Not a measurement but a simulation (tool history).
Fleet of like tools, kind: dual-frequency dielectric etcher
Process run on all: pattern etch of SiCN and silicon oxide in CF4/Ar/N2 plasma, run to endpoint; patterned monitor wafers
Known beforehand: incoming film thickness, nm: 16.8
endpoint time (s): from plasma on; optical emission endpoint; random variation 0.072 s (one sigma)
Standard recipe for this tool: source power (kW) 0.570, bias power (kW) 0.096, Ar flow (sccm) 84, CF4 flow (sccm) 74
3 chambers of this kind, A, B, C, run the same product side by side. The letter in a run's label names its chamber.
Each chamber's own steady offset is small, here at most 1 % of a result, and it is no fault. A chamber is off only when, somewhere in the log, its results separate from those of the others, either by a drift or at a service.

| run | hour | source power (kW) | bias power (kW) | Ar flow (sccm) | CF4 flow (sccm) | hours since the last wet clean | hours since the last source power generator calibration | hours since the last bias power generator calibration | hours since the last Ar flow controller change | hours since the last CF4 flow controller change | endpoint time (s) |
|---|---|---|---|---|---|---|---|---|---|---|---|
| 1C | 9.9 | 0.570 | 0.096 | 84 | 74 | 141.8 | 2161.5 | 2125.4 | 505.7 | 1500.6 | 13.949 |
| 2B | 19.7 | 0.570 | 0.096 | 84 | 74 | 131.7 | 1749.7 | 291.7 | 2762.0 | 3782.2 | 14.020 |
| 3A | 29.0 | 0.570 | 0.096 | 84 | 74 | 594.7 | 220.1 | 345.0 | 4124.5 | 2113.9 | 13.833 |
| 4B | 36.6 | 0.570 | 0.096 | 84 | 74 | 148.6 | 1766.6 | 308.6 | 2778.9 | 3799.1 | 13.945 |
| 5C | 48.9 | 0.570 | 0.096 | 84 | 74 | 180.8 | 2200.5 | 2164.4 | 544.7 | 1539.6 | 13.978 |
|  | 56.2 | chamber A: wet clean of the chamber |
| 6A | 59.2 | 0.570 | 0.096 | 64 | 66 | 3.0 | 250.3 | 375.2 | 4154.7 | 2144.1 | 13.645 |
| 7A | 65.6 | 0.570 | 0.096 | 64 | 66 | 9.4 | 256.7 | 381.6 | 4161.1 | 2150.5 | 13.589 |
|  | 67.3 | chamber A: CF4 flow controller replaced |
| 8C | 78.6 | 0.570 | 0.096 | 64 | 66 | 210.5 | 2230.2 | 2194.1 | 574.4 | 1569.3 | 13.550 |
| 9B | 86.2 | 0.570 | 0.096 | 84 | 74 | 198.2 | 1816.2 | 358.2 | 2828.5 | 3848.7 | 14.146 |
| 10A | 96.6 | 0.570 | 0.096 | 84 | 74 | 40.4 | 287.7 | 412.6 | 4192.1 | 29.4 | 13.943 |
| 11C | 107.5 | 0.570 | 0.096 | 84 | 74 | 239.4 | 2259.1 | 2223.0 | 603.3 | 1598.2 | 13.933 |
| 12B | 114.1 | 0.570 | 0.096 | 84 | 74 | 226.1 | 1844.1 | 386.1 | 2856.4 | 3876.6 | 14.047 |
| 13B | 120.6 | 0.570 | 0.096 | 84 | 74 | 232.6 | 1850.6 | 392.6 | 2862.9 | 3883.1 | 14.161 |
| 14C | 132.8 | 0.570 | 0.096 | 84 | 74 | 264.7 | 2284.4 | 2248.3 | 628.6 | 1623.5 | 13.913 |
| 15A | 143.4 | 0.570 | 0.096 | 84 | 74 | 87.2 | 334.5 | 459.4 | 4238.9 | 76.2 | 13.929 |
|  | 148.4 | chamber C: bias power generator calibrated |
| 16A | 153.7 | 0.570 | 0.096 | 84 | 74 | 97.5 | 344.8 | 469.7 | 4249.2 | 86.5 | 13.832 |
| 17C | 164.9 | 0.570 | 0.096 | 84 | 74 | 296.8 | 2316.5 | 16.5 | 660.7 | 1655.6 | 13.902 |
| 18B | 175.4 | 0.570 | 0.108 | 102 | 74 | 287.4 | 1905.4 | 447.4 | 2917.7 | 3937.9 | 13.778 |
| 19A | 181.6 | 0.570 | 0.108 | 102 | 74 | 125.4 | 372.7 | 497.6 | 4277.1 | 114.4 | 13.749 |
| 20C | 189.7 | 0.570 | 0.108 | 102 | 74 | 321.6 | 2341.3 | 41.3 | 685.5 | 1680.4 | 13.708 |
| 21B | 203.1 | 0.570 | 0.096 | 84 | 74 | 315.1 | 1933.1 | 475.1 | 2945.4 | 3965.6 | 14.051 |
| 22B | 214.5 | 0.570 | 0.096 | 84 | 74 | 326.5 | 1944.5 | 486.5 | 2956.8 | 3977.0 | 14.023 |
| 23C | 227.0 | 0.570 | 0.096 | 84 | 74 | 358.9 | 2378.6 | 78.6 | 722.8 | 1717.7 | 13.941 |
| 24A | 238.1 | 0.570 | 0.096 | 84 | 74 | 181.9 | 429.2 | 554.1 | 4333.6 | 170.9 | 13.796 |

Has any chamber moved away from the others, gradually or after a service, or does the common gauge drift, or do the chambers differ only by their own small steady offsets? State the chamber and the most likely cause if one applies.

All chambers stay in line apart from their small fixed offsets, and the gauge does not drift.
